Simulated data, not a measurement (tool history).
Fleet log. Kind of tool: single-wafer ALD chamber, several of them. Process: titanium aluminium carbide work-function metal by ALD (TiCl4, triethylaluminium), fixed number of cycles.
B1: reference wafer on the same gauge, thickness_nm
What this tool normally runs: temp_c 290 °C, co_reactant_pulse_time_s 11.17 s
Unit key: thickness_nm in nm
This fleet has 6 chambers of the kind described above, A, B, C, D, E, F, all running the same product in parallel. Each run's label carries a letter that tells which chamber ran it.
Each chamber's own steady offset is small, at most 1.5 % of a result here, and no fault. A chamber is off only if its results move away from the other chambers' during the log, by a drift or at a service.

{"run": "1A", "day": 0.192, "temp_c": 290, "co_reactant_pulse_time_s": 11.17, "B1": 1.6704, "thickness_nm": 1.9338}
{"run": "2B", "day": 0.346, "temp_c": 290, "co_reactant_pulse_time_s": 11.17, "B1": 1.6694, "thickness_nm": 1.9326}
{"run": "3D", "day": 0.533, "temp_c": 290, "co_reactant_pulse_time_s": 11.17, "B1": 1.6692, "thickness_nm": 1.9246}
{"run": "4E", "day": 0.625, "temp_c": 290, "co_reactant_pulse_time_s": 11.17, "B1": 1.6688, "thickness_nm": 1.9087}
{"run": "5C", "day": 0.717, "temp_c": 290, "co_reactant_pulse_time_s": 11.17, "B1": 1.6691, "thickness_nm": 1.9458}
{"run": "6F", "day": 0.858, "temp_c": 290, "co_reactant_pulse_time_s": 11.17, "B1": 1.6682, "thickness_nm": 1.9582}
{"run": "7E", "day": 0.992, "temp_c": 290, "co_reactant_pulse_time_s": 11.17, "B1": 1.6678, "thickness_nm": 1.9125}
{"run": "8A", "day": 1.133, "temp_c": 290, "co_reactant_pulse_time_s": 11.17, "B1": 1.6674, "thickness_nm": 1.9276}
{"run": "9C", "day": 1.329, "temp_c": 290, "co_reactant_pulse_time_s": 11.17, "B1": 1.6678, "thickness_nm": 1.9463}
{"run": "10D", "day": 1.442, "temp_c": 290, "co_reactant_pulse_time_s": 11.17, "B1": 1.6671, "thickness_nm": 1.9266}
{"run": "11F", "day": 1.592, "temp_c": 290, "co_reactant_pulse_time_s": 11.17, "B1": 1.6673, "thickness_nm": 1.9634}
{"run": "12B", "day": 1.775, "temp_c": 290, "co_reactant_pulse_time_s": 11.17, "B1": 1.6665, "thickness_nm": 1.925}
{"run": "13A", "day": 1.971, "temp_c": 290, "co_reactant_pulse_time_s": 11.17, "B1": 1.6668, "thickness_nm": 1.927}
{"run": "14F", "day": 2.158, "temp_c": 290, "co_reactant_pulse_time_s": 11.17, "B1": 1.6663, "thickness_nm": 1.9572}
{"run": "15C", "day": 2.333, "temp_c": 290, "co_reactant_pulse_time_s": 11.17, "B1": 1.6656, "thickness_nm": 1.9406}
{"run": "16B", "day": 2.433, "temp_c": 290, "co_reactant_pulse_time_s": 11.17, "B1": 1.6652, "thickness_nm": 1.9285}
{"run": "17D", "day": 2.604, "temp_c": 290, "co_reactant_pulse_time_s": 11.17, "B1": 1.6651, "thickness_nm": 1.9234}
{"run": "18E", "day": 2.754, "temp_c": 290, "co_reactant_pulse_time_s": 11.17, "B1": 1.6644, "thickness_nm": 1.9081}
{"run": "19D", "day": 2.946, "temp_c": 290, "co_reactant_pulse_time_s": 11.17, "B1": 1.6636, "thickness_nm": 1.9254}
{"run": "20F", "day": 3.083, "temp_c": 290, "co_reactant_pulse_time_s": 11.17, "B1": 1.6649, "thickness_nm": 1.9573}
{"run": "21E", "day": 3.188, "temp_c": 279, "co_reactant_pulse_time_s": 13.36, "B1": 1.6641, "thickness_nm": 1.8339}
{"run": "22B", "day": 3.296, "temp_c": 279, "co_reactant_pulse_time_s": 13.36, "B1": 1.664, "thickness_nm": 1.8542}
{"run": "23A", "day": 3.492, "temp_c": 279, "co_reactant_pulse_time_s": 13.36, "B1": 1.6636, "thickness_nm": 1.8525}
{"day": 3.642, "done": "chamber C: thermocouple changed; heater temperature recalibrated"}
{"run": "24C", "day": 3.688, "temp_c": 279, "co_reactant_pulse_time_s": 13.36, "B1": 1.6629, "thickness_nm": 1.8586}
{"run": "25E", "day": 3.838, "temp_c": 279, "co_reactant_pulse_time_s": 13.36, "B1": 1.6628, "thickness_nm": 1.8323}
{"run": "26A", "day": 4.033, "temp_c": 279, "co_reactant_pulse_time_s": 13.36, "B1": 1.6625, "thickness_nm": 1.8558}
{"run": "27C", "day": 4.129, "temp_c": 290, "co_reactant_pulse_time_s": 11.17, "B1": 1.6616, "thickness_nm": 1.9349}
{"run": "28B", "day": 4.333, "temp_c": 290, "co_reactant_pulse_time_s": 11.17, "B1": 1.6619, "thickness_nm": 1.9266}
{"run": "29D", "day": 4.521, "temp_c": 290, "co_reactant_pulse_time_s": 11.17, "B1": 1.6615, "thickness_nm": 1.9183}
{"day": 4.525, "done": "chamber A: triethylaluminium bottle replaced"}
{"run": "30F", "day": 4.65, "temp_c": 290, "co_reactant_pulse_time_s": 11.17, "B1": 1.6608, "thickness_nm": 1.9528}
{"run": "31F", "day": 4.808, "temp_c": 290, "co_reactant_pulse_time_s": 11.17, "B1": 1.661, "thickness_nm": 1.9504}
{"run": "32E", "day": 4.929, "temp_c": 290, "co_reactant_pulse_time_s": 11.17, "B1": 1.6612, "thickness_nm": 1.9015}
{"run": "33A", "day": 5.046, "temp_c": 290, "co_reactant_pulse_time_s": 11.17, "B1": 1.6606, "thickness_nm": 1.926}
{"run": "34D", "day": 5.25, "temp_c": 290, "co_reactant_pulse_time_s": 11.17, "B1": 1.6599, "thickness_nm": 1.9169}
{"run": "35C", "day": 5.392, "temp_c": 290, "co_reactant_pulse_time_s": 11.17, "B1": 1.6606, "thickness_nm": 1.9333}
{"run": "36B", "day": 5.538, "temp_c": 290, "co_reactant_pulse_time_s": 11.17, "B1": 1.6597, "thickness_nm": 1.9261}

Next, all 6 chambers run the settings below, one line each with question marks for the results. What does each chamber give?
{"run": "37A", "day": 5.683, "temp_c": 290, "co_reactant_pulse_time_s": 11.17, "thickness_nm": "?"}
{"run": "37B", "day": 5.683, "temp_c": 290, "co_reactant_pulse_time_s": 11.17, "thickness_nm": "?"}
{"run": "37C", "day": 5.683, "temp_c": 290, "co_reactant_pulse_time_s": 11.17, "thickness_nm": "?"}
{"run": "37D", "day": 5.683, "temp_c": 290, "co_reactant_pulse_time_s": 11.17, "thickness_nm": "?"}
{"run": "37E", "day": 5.683, "temp_c": 290, "co_reactant_pulse_time_s": 11.17, "thickness_nm": "?"}
{"run": "37F", "day": 5.683, "temp_c": 290, "co_reactant_pulse_time_s": 11.17, "thickness_nm": "?"}

run=37A thickness_nm=1.9266
run=37B thickness_nm=1.9232
run=37C thickness_nm=1.9367
run=37D thickness_nm=1.9089
run=37E thickness_nm=1.9004
run=37F thickness_nm=1.9526
